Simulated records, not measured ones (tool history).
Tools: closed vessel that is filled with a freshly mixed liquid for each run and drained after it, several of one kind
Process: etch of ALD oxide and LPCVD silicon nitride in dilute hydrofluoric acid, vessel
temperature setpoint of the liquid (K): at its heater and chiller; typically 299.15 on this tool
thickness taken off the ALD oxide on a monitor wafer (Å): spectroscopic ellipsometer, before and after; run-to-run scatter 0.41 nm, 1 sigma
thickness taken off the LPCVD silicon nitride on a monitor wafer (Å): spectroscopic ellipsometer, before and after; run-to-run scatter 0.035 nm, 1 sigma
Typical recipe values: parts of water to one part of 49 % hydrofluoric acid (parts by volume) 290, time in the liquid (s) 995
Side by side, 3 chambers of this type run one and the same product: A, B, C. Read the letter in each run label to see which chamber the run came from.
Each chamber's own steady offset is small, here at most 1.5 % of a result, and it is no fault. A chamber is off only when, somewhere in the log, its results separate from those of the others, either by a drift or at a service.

run,hour,temperature setpoint of the liquid (K),parts of water to one part of 49 % hydrofluoric acid (parts by volume),time in the liquid (s),hours since the thermometer was replaced,hours since the hydrofluoric acid flow meter was replaced,"read-back film thickness of the ALD oxide reference wafer, read on the same gauge (nm)","read-back film thickness of the LPCVD silicon nitride reference wafer, read on the same gauge (nm)",thickness taken off the ALD oxide on a monitor wafer (Å),thickness taken off the LPCVD silicon nitride on a monitor wafer (Å)
1B,4.9,299.15,290,995,856.5,1213.7,150.04,140.02,512.37,19.663
2C,8.7,299.15,290,995,1268.7,219.3,150.00,139.99,508.35,20.022
3A,13.9,299.15,290,995,94.1,242.9,149.99,139.97,509.95,19.822
4A,16.7,299.15,290,995,96.9,245.7,149.99,139.98,505.73,19.435
5C,22.5,299.15,290,995,1282.5,233.1,149.99,139.97,506.08,20.385
6B,27.6,299.15,290,590,879.2,1236.4,150.04,140.01,300.88,11.904
7C,33.0,299.15,290,590,1293.0,243.6,150.00,139.99,301.95,12.214
8A,37.5,299.15,290,590,117.7,266.5,150.02,140.02,299.66,11.734
9B,41.2,299.15,290,995,892.8,1250.0,149.95,139.98,504.16,20.596
10A,46.0,299.15,290,995,126.2,275.0,150.00,140.01,495.33,19.654
11B,51.5,299.15,290,995,903.1,1260.3,150.02,140.00,506.84,19.733
12C,57.9,299.15,290,995,1317.9,268.5,150.01,140.00,508.30,20.513
13B,63.2,299.15,290,995,914.8,1272.0,149.98,140.01,509.06,20.498
14C,67.9,299.15,375,765,1327.9,278.5,150.00,139.99,275.75,12.073
15A,74.2,299.15,375,765,154.4,303.2,149.97,139.98,270.19,11.534
16A,79.8,299.15,375,765,160.0,308.8,149.98,139.99,269.72,11.212
17C,83.5,299.15,290,995,1343.5,294.1,150.03,140.02,511.09,20.182
18B,86.5,303.65,290,1230,938.1,1295.3,150.00,140.00,731.35,32.497
19C,92.9,303.65,290,1230,1352.9,303.5,150.01,139.99,735.63,32.135
20A,97.3,303.65,290,1230,177.5,326.3,149.99,139.99,698.56,31.589
21B,100.7,297.65,340,995,952.3,1309.5,150.00,140.00,388.16,15.534
22B,105.3,297.65,340,995,956.9,1314.1,150.01,139.98,392.89,15.305
23A,110.0,297.65,340,995,190.2,339.0,150.01,140.01,379.52,15.157
24C,114.0,299.15,290,995,1374.0,324.6,150.01,140.03,505.35,20.199
25C,117.7,299.15,290,995,1377.7,328.3,149.96,140.02,512.71,20.034
26A,120.8,299.15,290,995,201.0,349.8,150.01,139.98,488.92,19.756
27B,126.2,299.15,290,995,977.8,1335.0,149.99,140.02,504.55,20.457
28A,131.7,299.15,240,995,211.9,360.7,150.01,140.01,621.95,23.810
29C,135.6,299.15,240,995,1395.6,346.2,150.00,139.98,646.82,24.069
30B,138.8,299.15,240,995,990.4,1347.6,150.00,139.98,654.20,25.066
31B,143.9,301.65,290,995,995.5,1352.7,149.99,139.98,555.76,23.260
32A,148.8,301.65,290,995,229.0,377.8,149.97,139.97,521.45,22.160
33C,151.8,301.65,290,995,1411.8,362.4,150.00,139.99,558.89,23.566
34B,155.5,299.15,290,995,1007.1,1364.3,150.00,140.01,501.22,20.054
35A,161.0,299.15,290,995,241.2,390.0,150.00,139.98,479.73,19.617
36C,163.8,299.15,290,995,1423.8,374.4,150.02,139.99,518.86,20.618
37A,169.4,299.15,290,995,249.6,398.4,149.98,139.99,470.10,19.221
38B,172.6,299.15,290,995,1024.2,1381.4,149.97,139.97,506.11,19.761
39C,176.6,299.15,290,995,1436.6,387.2,150.02,140.00,503.00,20.120
40C,180.4,299.15,290,995,1440.4,391.0,149.95,140.00,508.51,20.710

All chambers now run identical settings, listed one chamber a line with results as question marks. What results will each chamber show?
41A,185.0,296.65,290,995,,,,,?,?
41B,185.0,296.65,290,995,,,,,?,?
41C,185.0,296.65,290,995,,,,,?,?

run,thickness taken off the ALD oxide on a monitor wafer (Å),thickness taken off the LPCVD silicon nitride on a monitor wafer (Å)
41A,430.36,15.945
41B,466.31,17.459
41C,472.03,17.812

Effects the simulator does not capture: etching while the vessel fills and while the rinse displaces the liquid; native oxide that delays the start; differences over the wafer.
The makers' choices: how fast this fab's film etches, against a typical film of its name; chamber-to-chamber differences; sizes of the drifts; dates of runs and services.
